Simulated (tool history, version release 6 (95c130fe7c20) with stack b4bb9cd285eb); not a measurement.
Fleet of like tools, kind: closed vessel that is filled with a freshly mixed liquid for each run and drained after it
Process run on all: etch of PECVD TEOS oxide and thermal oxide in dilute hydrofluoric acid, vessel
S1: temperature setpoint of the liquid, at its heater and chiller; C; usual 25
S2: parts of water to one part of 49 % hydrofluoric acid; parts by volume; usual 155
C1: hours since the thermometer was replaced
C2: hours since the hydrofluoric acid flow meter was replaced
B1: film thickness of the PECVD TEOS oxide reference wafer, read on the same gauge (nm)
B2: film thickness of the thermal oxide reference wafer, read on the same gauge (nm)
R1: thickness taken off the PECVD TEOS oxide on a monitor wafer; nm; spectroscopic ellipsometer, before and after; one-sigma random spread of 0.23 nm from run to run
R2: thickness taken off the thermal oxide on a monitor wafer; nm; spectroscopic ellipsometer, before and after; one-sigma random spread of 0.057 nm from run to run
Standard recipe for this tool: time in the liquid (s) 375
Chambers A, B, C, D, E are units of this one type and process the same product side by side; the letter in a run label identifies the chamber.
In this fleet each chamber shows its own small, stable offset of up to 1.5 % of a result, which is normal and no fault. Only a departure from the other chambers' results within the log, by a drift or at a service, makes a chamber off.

{"run": "1C", "day": 0.379, "S1": 25, "S2": 155, "time in the liquid (s)": 375, "C1": 281.6, "C2": 202.5, "B1": 60.041, "B2": 119.98, "R1": 34.562, "R2": 10.996}
{"run": "2D", "day": 0.608, "S1": 25, "S2": 155, "time in the liquid (s)": 375, "C1": 2301.5, "C2": 184, "B1": 60.014, "B2": 119.98, "R1": 35.265, "R2": 11.026}
{"run": "3A", "day": 1.025, "S1": 25, "S2": 155, "time in the liquid (s)": 375, "C1": 226.5, "C2": 319.7, "B1": 59.984, "B2": 120.01, "R1": 34.838, "R2": 11.15}
{"run": "4E", "day": 1.321, "S1": 25, "S2": 155, "time in the liquid (s)": 375, "C1": 99.6, "C2": 511.2, "B1": 59.995, "B2": 119.99, "R1": 35.033, "R2": 11.131}
{"run": "5B", "day": 1.583, "S1": 25, "S2": 220, "time in the liquid (s)": 300, "C1": 439.4, "C2": 689.6, "B1": 60.022, "B2": 120.01, "R1": 18.353, "R2": 5.7845}
{"run": "6D", "day": 1.842, "S1": 25, "S2": 220, "time in the liquid (s)": 300, "C1": 2331.1, "C2": 213.6, "B1": 60.026, "B2": 120.02, "R1": 18.608, "R2": 5.7951}
{"run": "7A", "day": 2.079, "S1": 25, "S2": 220, "time in the liquid (s)": 300, "C1": 251.8, "C2": 345, "B1": 60.014, "B2": 120.02, "R1": 18.672, "R2": 5.8439}
{"run": "8C", "day": 2.446, "S1": 25, "S2": 220, "time in the liquid (s)": 300, "C1": 331.2, "C2": 252.1, "B1": 60.002, "B2": 120.02, "R1": 18.098, "R2": 5.815}
{"run": "9B", "day": 2.85, "S1": 25, "S2": 220, "time in the liquid (s)": 300, "C1": 469.8, "C2": 720, "B1": 59.977, "B2": 120.01, "R1": 18.453, "R2": 5.7522}
{"run": "10E", "day": 3.208, "S1": 25, "S2": 155, "time in the liquid (s)": 375, "C1": 144.9, "C2": 556.5, "B1": 59.998, "B2": 120.01, "R1": 35.078, "R2": 11.082}
{"run": "11B", "day": 3.529, "S1": 25, "S2": 155, "time in the liquid (s)": 375, "C1": 486.1, "C2": 736.3, "B1": 59.971, "B2": 120.02, "R1": 35.406, "R2": 10.991}
{"run": "12A", "day": 3.925, "S1": 25, "S2": 115, "time in the liquid (s)": 375, "C1": 296.1, "C2": 389.3, "B1": 59.936, "B2": 119.96, "R1": 49.309, "R2": 15.558}
{"run": "13E", "day": 4.188, "S1": 25, "S2": 115, "time in the liquid (s)": 375, "C1": 168.4, "C2": 580, "B1": 60.014, "B2": 120.01, "R1": 49.367, "R2": 15.493}
{"run": "14D", "day": 4.521, "S1": 25, "S2": 115, "time in the liquid (s)": 375, "C1": 2395.4, "C2": 277.9, "B1": 59.961, "B2": 119.97, "R1": 49.382, "R2": 15.546}
{"run": "15C", "day": 4.771, "S1": 25, "S2": 115, "time in the liquid (s)": 375, "C1": 387, "C2": 307.9, "B1": 60.02, "B2": 120, "R1": 49.253, "R2": 15.456}
{"run": "16A", "day": 4.988, "S1": 25, "S2": 115, "time in the liquid (s)": 375, "C1": 321.6, "C2": 414.8, "B1": 59.994, "B2": 119.99, "R1": 49.572, "R2": 15.578}
{"run": "17B", "day": 5.171, "S1": 25, "S2": 155, "time in the liquid (s)": 375, "C1": 525.5, "C2": 775.7, "B1": 59.978, "B2": 120.01, "R1": 35.342, "R2": 11.034}
{"run": "18C", "day": 5.362, "S1": 25, "S2": 155, "time in the liquid (s)": 375, "C1": 401.2, "C2": 322.1, "B1": 60.024, "B2": 120.01, "R1": 34.846, "R2": 10.946}
{"run": "19E", "day": 5.683, "S1": 25, "S2": 155, "time in the liquid (s)": 375, "C1": 204.3, "C2": 615.9, "B1": 59.983, "B2": 119.99, "R1": 35.319, "R2": 11.003}
{"run": "20D", "day": 5.871, "S1": 25, "S2": 155, "time in the liquid (s)": 375, "C1": 2427.8, "C2": 310.3, "B1": 59.974, "B2": 119.98, "R1": 35.202, "R2": 11.016}
{"run": "21C", "day": 6.121, "S1": 25, "S2": 155, "time in the liquid (s)": 375, "C1": 419.4, "C2": 340.3, "B1": 60.038, "B2": 119.98, "R1": 34.843, "R2": 11.053}
{"run": "22E", "day": 6.512, "S1": 25, "S2": 155, "time in the liquid (s)": 375, "C1": 224.2, "C2": 635.8, "B1": 59.965, "B2": 119.96, "R1": 35.14, "R2": 11.108}
{"run": "23D", "day": 6.742, "S1": 25, "S2": 155, "time in the liquid (s)": 375, "C1": 2448.7, "C2": 331.2, "B1": 60.012, "B2": 119.97, "R1": 35.305, "R2": 11.038}
{"run": "24B", "day": 6.962, "S1": 25, "S2": 155, "time in the liquid (s)": 375, "C1": 568.5, "C2": 818.7, "B1": 60.014, "B2": 120.01, "R1": 35.067, "R2": 11.089}
{"run": "25A", "day": 7.283, "S1": 25, "S2": 155, "time in the liquid (s)": 375, "C1": 376.7, "C2": 469.9, "B1": 59.98, "B2": 119.97, "R1": 35.102, "R2": 11.142}
{"run": "26D", "day": 7.608, "S1": 25, "S2": 130, "time in the liquid (s)": 465, "C1": 2469.5, "C2": 352, "B1": 59.992, "B2": 120, "R1": 53.861, "R2": 16.756}
{"run": "27C", "day": 7.946, "S1": 25, "S2": 130, "time in the liquid (s)": 465, "C1": 463.2, "C2": 384.1, "B1": 59.991, "B2": 120, "R1": 52.434, "R2": 16.735}
{"run": "28E", "day": 8.333, "S1": 25, "S2": 130, "time in the liquid (s)": 465, "C1": 267.9, "C2": 679.5, "B1": 59.971, "B2": 120, "R1": 52.952, "R2": 16.801}
{"run": "29A", "day": 8.546, "S1": 25, "S2": 130, "time in the liquid (s)": 465, "C1": 407, "C2": 500.2, "B1": 60.006, "B2": 119.99, "R1": 53.266, "R2": 16.881}
{"day": 8.712, "done": "chamber B: hydrofluoric acid flow meter replaced"}
{"run": "30B", "day": 8.775, "S1": 25, "S2": 130, "time in the liquid (s)": 465, "C1": 612, "C2": 1.5, "B1": 60.023, "B2": 120.03, "R1": 53.6, "R2": 16.86}
{"run": "31E", "day": 9.146, "S1": 25, "S2": 155, "time in the liquid (s)": 375, "C1": 287.4, "C2": 699, "B1": 60.042, "B2": 120.04, "R1": 35.28, "R2": 11.159}
{"run": "32D", "day": 9.379, "S1": 25, "S2": 200, "time in the liquid (s)": 375, "C1": 2512, "C2": 394.5, "B1": 59.983, "B2": 119.99, "R1": 25.657, "R2": 8.0967}
{"run": "33C", "day": 9.738, "S1": 25, "S2": 200, "time in the liquid (s)": 375, "C1": 506.2, "C2": 427.1, "B1": 60.03, "B2": 119.99, "R1": 25.504, "R2": 8.137}
{"run": "34B", "day": 9.971, "S1": 25, "S2": 200, "time in the liquid (s)": 375, "C1": 640.7, "C2": 30.2, "B1": 59.962, "B2": 119.96, "R1": 25.844, "R2": 8.0764}
{"run": "35A", "day": 10.175, "S1": 25, "S2": 200, "time in the liquid (s)": 375, "C1": 446.1, "C2": 539.3, "B1": 59.977, "B2": 120.04, "R1": 26.143, "R2": 8.1871}
{"run": "36C", "day": 10.575, "S1": 25, "S2": 200, "time in the liquid (s)": 375, "C1": 526.3, "C2": 447.2, "B1": 60.01, "B2": 120.01, "R1": 25.669, "R2": 8.0951}
{"run": "37A", "day": 10.796, "S1": 25, "S2": 155, "time in the liquid (s)": 375, "C1": 461, "C2": 554.2, "B1": 59.983, "B2": 120, "R1": 35.413, "R2": 11.216}
{"run": "38E", "day": 11.138, "S1": 25, "S2": 155, "time in the liquid (s)": 375, "C1": 335.2, "C2": 746.8, "B1": 59.981, "B2": 120.03, "R1": 34.841, "R2": 11.027}
{"run": "39B", "day": 11.483, "S1": 25, "S2": 195, "time in the liquid (s)": 160, "C1": 677, "C2": 66.5, "B1": 59.984, "B2": 120, "R1": 11.453, "R2": 3.5636}
{"run": "40D", "day": 11.704, "S1": 25, "S2": 195, "time in the liquid (s)": 160, "C1": 2567.8, "C2": 450.3, "B1": 60.014, "B2": 119.99, "R1": 11.489, "R2": 3.563}
{"run": "41B", "day": 12.075, "S1": 25, "S2": 195, "time in the liquid (s)": 160, "C1": 691.2, "C2": 80.7, "B1": 60.026, "B2": 120.02, "R1": 11.336, "R2": 3.5899}

Next, all 5 chambers run the settings below, one line each with question marks for the results. What does each chamber give?
{"run": "42A", "day": 12.379, "S1": 25, "S2": 155, "time in the liquid (s)": 375, "R1": "?", "R2": "?"}
{"run": "42B", "day": 12.379, "S1": 25, "S2": 155, "time in the liquid (s)": 375, "R1": "?", "R2": "?"}
{"run": "42C", "day": 12.379, "S1": 25, "S2": 155, "time in the liquid (s)": 375, "R1": "?", "R2": "?"}
{"run": "42D", "day": 12.379, "S1": 25, "S2": 155, "time in the liquid (s)": 375, "R1": "?", "R2": "?"}
{"run": "42E", "day": 12.379, "S1": 25, "S2": 155, "time in the liquid (s)": 375, "R1": "?", "R2": "?"}

run=42A R1=35.065 R2=11.096
run=42B R1=35.761 R2=11.02
run=42C R1=34.484 R2=11.027
run=42D R1=35.251 R2=11.076
run=42E R1=35.233 R2=11.069
